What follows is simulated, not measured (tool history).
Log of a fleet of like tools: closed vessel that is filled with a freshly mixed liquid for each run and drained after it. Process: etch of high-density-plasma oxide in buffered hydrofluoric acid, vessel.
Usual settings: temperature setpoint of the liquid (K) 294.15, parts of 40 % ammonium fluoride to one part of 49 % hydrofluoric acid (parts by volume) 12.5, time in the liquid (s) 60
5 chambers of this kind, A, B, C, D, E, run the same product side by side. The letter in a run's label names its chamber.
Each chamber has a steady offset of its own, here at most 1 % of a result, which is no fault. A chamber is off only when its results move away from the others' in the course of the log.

run,hour,temperature setpoint of the liquid (K),parts of 40 % ammonium fluoride to one part of 49 % hydrofluoric acid (parts by volume),time in the liquid (s),hours since the thermometer was replaced,hours since the hydrofluoric acid flow meter was replaced,"read-back film thickness of the high-density-plasma oxide reference wafer, read on the same gauge (nm)",thickness taken off the high-density-plasma oxide on a monitor wafer (nm)
1B,4.9,294.15,12.5,60,401.5,1649,150.02,107.38
2E,10.6,294.15,12.5,60,1404.8,207.6,149.97,107.58
3D,14,294.15,12.5,60,617.5,973.4,150,106.17
4A,18.5,294.15,12.5,60,500.8,98.5,149.97,106.12
5C,22.2,291.65,15,60,1384.4,313.4,149.94,77.62
6D,27.5,291.65,15,60,631,986.9,149.98,77.087
# hour 28.7: chamber A: thermometer replaced
7B,33.5,291.65,15,60,430.1,1677.6,150.01,77.535
8A,38.7,291.65,15,60,10,118.7,150,76.479
9E,44.2,291.65,15,60,1438.4,241.2,149.95,78.007
10C,46.9,290.15,12.5,90,1409.1,338.1,150,127.52
11B,50.2,290.15,12.5,90,446.8,1694.3,149.98,127.77
12D,55.7,290.15,12.5,90,659.2,1015.1,150.01,127.53
13E,59.2,290.15,12.5,90,1453.4,256.2,149.99,128.23
14A,63.6,290.15,12.5,90,34.9,143.6,149.97,127.02
15C,66.8,294.15,12.5,60,1429,358,150.01,107.36
16C,71,294.15,12.5,60,1433.2,362.2,149.98,106.8
17B,76.9,294.15,12.5,60,473.5,1721,149.99,106.97
18A,80.9,294.15,12.5,60,52.2,160.9,150,106.16
19D,86.4,294.15,12.5,60,689.9,1045.8,150,105.25
20E,91.2,294.15,12.5,60,1485.4,288.2,150,107.97
21A,96.5,294.15,12.5,60,67.8,176.5,150.02,105.56
22B,101.9,294.15,12.5,60,498.5,1746,150.03,107.25
23C,105.2,294.15,12.5,90,1467.4,396.4,150.02,160.85
24E,108.7,294.15,12.5,90,1502.9,305.7,150,161.29
25D,111.7,294.15,12.5,90,715.2,1071.1,149.97,158.68
26E,115.9,294.15,12.5,90,1510.1,312.9,150.02,161.03
27D,120.4,294.15,12.5,90,723.9,1079.8,149.99,158.24
28B,123.7,294.15,12.5,60,520.3,1767.8,150.03,107.46
29C,128.1,294.15,12.5,60,1490.3,419.3,149.97,106.61
30A,133,294.15,12.5,60,104.3,213,150.02,105.34
31D,138.2,294.15,12.5,60,741.7,1097.6,150,106.15
32B,143.5,294.15,12.5,60,540.1,1787.6,149.98,107.66
33E,149,294.15,12.5,60,1543.2,346,150,107.1
34A,151.8,294.15,12.5,60,123.1,231.8,149.97,105.88
35C,155.6,294.15,12.5,60,1517.8,446.8,149.99,107.1
36B,159.2,294.15,12.5,60,555.8,1803.3,150.02,107.05

All 5 chambers run these settings next. Forecast each chamber's results:
37A,163.7,294.15,12.5,45,,,,?
37B,163.7,294.15,12.5,45,,,,?
37C,163.7,294.15,12.5,45,,,,?
37D,163.7,294.15,12.5,45,,,,?
37E,163.7,294.15,12.5,45,,,,?

run,thickness taken off the high-density-plasma oxide on a monitor wafer (nm)
37A,79.534
37B,80.828
37C,80.32
37D,79.94
37E,80.744

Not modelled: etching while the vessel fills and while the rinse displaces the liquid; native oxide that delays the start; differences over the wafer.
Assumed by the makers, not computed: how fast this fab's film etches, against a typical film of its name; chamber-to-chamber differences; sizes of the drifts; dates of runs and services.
